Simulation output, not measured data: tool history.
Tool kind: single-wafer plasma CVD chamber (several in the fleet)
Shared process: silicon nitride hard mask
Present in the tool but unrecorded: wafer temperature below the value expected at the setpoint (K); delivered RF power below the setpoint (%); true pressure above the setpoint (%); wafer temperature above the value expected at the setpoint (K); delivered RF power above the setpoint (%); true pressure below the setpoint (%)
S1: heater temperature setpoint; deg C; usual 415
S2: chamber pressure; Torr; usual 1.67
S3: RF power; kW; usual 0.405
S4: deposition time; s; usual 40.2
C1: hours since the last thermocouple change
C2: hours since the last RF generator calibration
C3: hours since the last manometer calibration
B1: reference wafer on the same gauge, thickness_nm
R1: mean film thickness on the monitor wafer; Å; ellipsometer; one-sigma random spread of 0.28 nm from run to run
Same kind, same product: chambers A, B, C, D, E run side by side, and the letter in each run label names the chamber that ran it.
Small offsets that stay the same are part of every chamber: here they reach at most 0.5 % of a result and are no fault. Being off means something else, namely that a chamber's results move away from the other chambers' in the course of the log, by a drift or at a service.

run   hour   S1    S2     S3    S4      C1      C2      C3      B1      R1
       0.6  -- chamber C: thermocouple changed; heater temperature recalibrated
 1B    3.1  415  1.67  0.405  40.2  1407.8   331.4  1180.0  57.969  557.76
 2E    7.5  415  1.67  0.405  40.2   489.1  1084.7   139.6  58.092  565.41
 3D   11.1  415  1.67  0.405  40.2  1241.9   827.0   963.5  58.021  562.76
 4A   15.1  415  1.67  0.405  40.2  1790.3   743.1  2228.5  58.031  558.49
 5C   20.8  415  1.67  0.405  40.2    20.3  1372.8   596.7  58.044  561.52
 6A   26.5  415  1.67  0.405  40.2  1801.7   754.5  2239.9  57.997  565.31
 7C   31.2  415  1.67  0.405  40.2    30.7  1383.2   607.1  58.004  563.41
 8E   35.4  415  1.67  0.405  40.2   517.0  1112.6   167.5  58.038  559.62
 9D   40.1  415  1.93  0.355  40.2  1270.9   856.0   992.5  57.992  543.40
10B   45.1  415  1.93  0.355  40.2  1449.8   373.4  1222.0  57.996  540.67
      46.3  -- chamber A: thermocouple changed; heater temperature recalibrated
11E   48.3  415  1.93  0.355  40.2   529.9  1125.5   180.4  57.988  539.62
12A   52.5  415  1.93  0.355  40.2     6.3   780.5  2265.9  58.054  542.49
13C   58.3  415  1.93  0.355  40.2    57.8  1410.3   634.2  58.022  535.19
14D   62.8  415  1.67  0.405  40.2  1293.6   878.7  1015.2  58.066  560.00
15B   68.6  415  1.67  0.405  40.2  1473.3   396.9  1245.5  57.996  558.12
16A   72.0  415  1.67  0.405  40.2    25.8   800.0  2285.4  58.045  555.18
17E   77.2  421  1.67  0.405  32.4   558.8  1154.4   209.3  57.981  450.77
18C   81.9  421  1.67  0.405  32.4    81.4  1433.9   657.8  57.979  454.11
19B   86.0  421  1.67  0.405  32.4  1490.7   414.3  1262.9  57.988  449.89
20D   91.4  421  1.67  0.405  32.4  1322.2   907.3  1043.8  57.981  451.76
21A   95.9  421  1.67  0.405  32.4    49.7   823.9  2309.3  58.062  443.71
22B  100.2  415  1.67  0.405  40.2  1504.9   428.5  1277.1  57.984  567.64
23C  104.1  415  1.67  0.405  40.2   103.6  1456.1   680.0  58.000  556.15
24E  108.5  415  1.67  0.405  40.2   590.1  1185.7   240.6  58.016  561.21
25D  114.0  415  1.67  0.405  40.2  1344.8   929.9  1066.4  58.021  563.21
26A  116.8  415  1.67  0.405  40.2    70.6   844.8  2330.2  57.999  542.03
27C  122.0  415  1.67  0.405  40.2   121.5  1474.0   697.9  57.913  559.78
28E  125.2  415  1.67  0.405  40.2   606.8  1202.4   257.3  58.069  566.46
29B  130.3  415  1.67  0.405  40.2  1535.0   458.6  1307.2  58.012  561.36
30D  134.2  415  1.67  0.405  40.2  1365.0   950.1  1086.6  58.065  560.68
31A  139.8  415  1.67  0.405  40.2    93.6   867.8  2353.2  58.036  544.35
32D  142.8  415  1.67  0.405  40.2  1373.6   958.7  1095.2  57.999  558.08
33B  145.9  415  1.67  0.405  40.2  1550.6   474.2  1322.8  58.045  561.08
34E  150.8  415  1.67  0.405  40.2   632.4  1228.0   282.9  58.073  563.25
35C  155.2  415  1.67  0.405  40.2   154.7  1507.2   731.1  58.031  559.17
36A  158.3  415  1.67  0.405  40.2   112.1   886.3  2371.7  58.023  539.68
37D  161.3  415  1.67  0.405  40.2  1392.1   977.2  1113.7  57.991  558.62
38B  163.9  415  1.67  0.405  40.2  1568.6   492.2  1340.8  57.941  565.78
39C  169.2  415  1.67  0.375  40.2   168.7  1521.2   745.1  58.068  536.62
40E  175.0  415  1.67  0.375  40.2   656.6  1252.2   307.1  58.078  542.69
41D  178.9  415  1.67  0.375  40.2  1409.7   994.8  1131.3  57.971  539.86

Each of the 5 chambers runs these same settings next. Fill in every chamber's results:
42A  183.2  415  1.67  0.405  40.2                   ?
42B  183.2  415  1.67  0.405  40.2                   ?
42C  183.2  415  1.67  0.405  40.2                   ?
42D  183.2  415  1.67  0.405  40.2                   ?
42E  183.2  415  1.67  0.405  40.2                   ?

run      R1
42A  533.99
42B  565.75
42C  562.13
42D  561.46
42E  566.30
